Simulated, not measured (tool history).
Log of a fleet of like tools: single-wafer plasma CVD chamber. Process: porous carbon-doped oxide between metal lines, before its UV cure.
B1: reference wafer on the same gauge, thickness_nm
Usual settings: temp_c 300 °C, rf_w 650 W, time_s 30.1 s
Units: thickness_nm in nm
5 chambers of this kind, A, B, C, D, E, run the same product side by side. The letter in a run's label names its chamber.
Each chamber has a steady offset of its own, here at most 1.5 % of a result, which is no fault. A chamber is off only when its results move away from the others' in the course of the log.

At hour 7.8: chamber C: RF generator calibrated.
Run 1D, hour 8.4: usual settings; B1 174.92. Result: thickness_nm 194.20 nm.
Run 2A, hour 14.5: usual settings; B1 174.91. Result: thickness_nm 194.71 nm.
Run 3B, hour 21.9: usual settings; B1 174.93. Result: thickness_nm 193.59 nm.
Run 4C, hour 31.6: usual settings; B1 174.91. Result: thickness_nm 195.80 nm.
Run 5E, hour 42.9: usual settings but temp_c 313 °C, rf_w 525 W; B1 174.79. Result: thickness_nm 155.86 nm.
Run 6C, hour 51.8: usual settings but temp_c 313 °C, rf_w 525 W; B1 174.79. Result: thickness_nm 158.74 nm.
Run 7E, hour 59.8: usual settings but temp_c 313 °C, rf_w 525 W; B1 174.71. Result: thickness_nm 156.04 nm.
Run 8B, hour 66.7: usual settings but temp_c 313 °C, rf_w 525 W; B1 174.64. Result: thickness_nm 156.51 nm.
Run 9D, hour 73.6: usual settings but temp_c 313 °C, rf_w 525 W; B1 174.71. Result: thickness_nm 156.35 nm.
Run 10A, hour 79.0: usual settings; B1 174.71. Result: thickness_nm 194.79 nm.
Run 11C, hour 87.8: usual settings; B1 174.64. Result: thickness_nm 195.50 nm.
Run 12E, hour 93.5: usual settings; B1 174.57. Result: thickness_nm 192.38 nm.
Run 13D, hour 103.7: usual settings; B1 174.52. Result: thickness_nm 193.50 nm.
Run 14A, hour 108.8: usual settings; B1 174.54. Result: thickness_nm 194.25 nm.
Run 15B, hour 117.6: usual settings; B1 174.47. Result: thickness_nm 192.94 nm.
Run 16A, hour 128.8: usual settings; B1 174.41. Result: thickness_nm 194.70 nm.
Run 17C, hour 138.8: usual settings; B1 174.47. Result: thickness_nm 195.51 nm.
Run 18D, hour 150.1: usual settings; B1 174.36. Result: thickness_nm 193.00 nm.
Run 19E, hour 160.0: usual settings; B1 174.31. Result: thickness_nm 192.81 nm.
Run 20B, hour 168.1: usual settings but time_s 34.6 s; B1 174.31. Result: thickness_nm 220.94 nm.
Run 21A, hour 174.1: usual settings but time_s 34.6 s; B1 174.21. Result: thickness_nm 221.05 nm.
Run 22B, hour 182.3: usual settings but time_s 34.6 s; B1 174.22. Result: thickness_nm 220.79 nm.
Run 23C, hour 188.9: usual settings but time_s 34.6 s; B1 174.16. Result: thickness_nm 223.57 nm.
Run 24E, hour 196.2: usual settings but time_s 34.6 s; B1 174.12. Result: thickness_nm 220.04 nm.
Run 25D, hour 206.7: usual settings; B1 174.13. Result: thickness_nm 192.68 nm.
Run 26A, hour 214.3: usual settings; B1 174.08. Result: thickness_nm 193.81 nm.
Run 27E, hour 221.0: usual settings; B1 174.00. Result: thickness_nm 192.20 nm.
Run 28B, hour 227.4: usual settings; B1 174.09. Result: thickness_nm 192.63 nm.
Run 29D, hour 234.2: usual settings; B1 174.02. Result: thickness_nm 192.91 nm.
Run 30C, hour 243.4: usual settings; B1 173.88. Result: thickness_nm 194.89 nm.
Run 31E, hour 250.1: usual settings; B1 173.96. Result: thickness_nm 191.80 nm.

What goes on in this fleet: one chamber off, a drifting gauge, or nothing beyond the chambers' own small offsets? Name the chamber and the cause, if any.

The gauge drifts, so all chambers seem to drift together. No chamber is off.
Cause: gauge reads low (%) = 0.633.

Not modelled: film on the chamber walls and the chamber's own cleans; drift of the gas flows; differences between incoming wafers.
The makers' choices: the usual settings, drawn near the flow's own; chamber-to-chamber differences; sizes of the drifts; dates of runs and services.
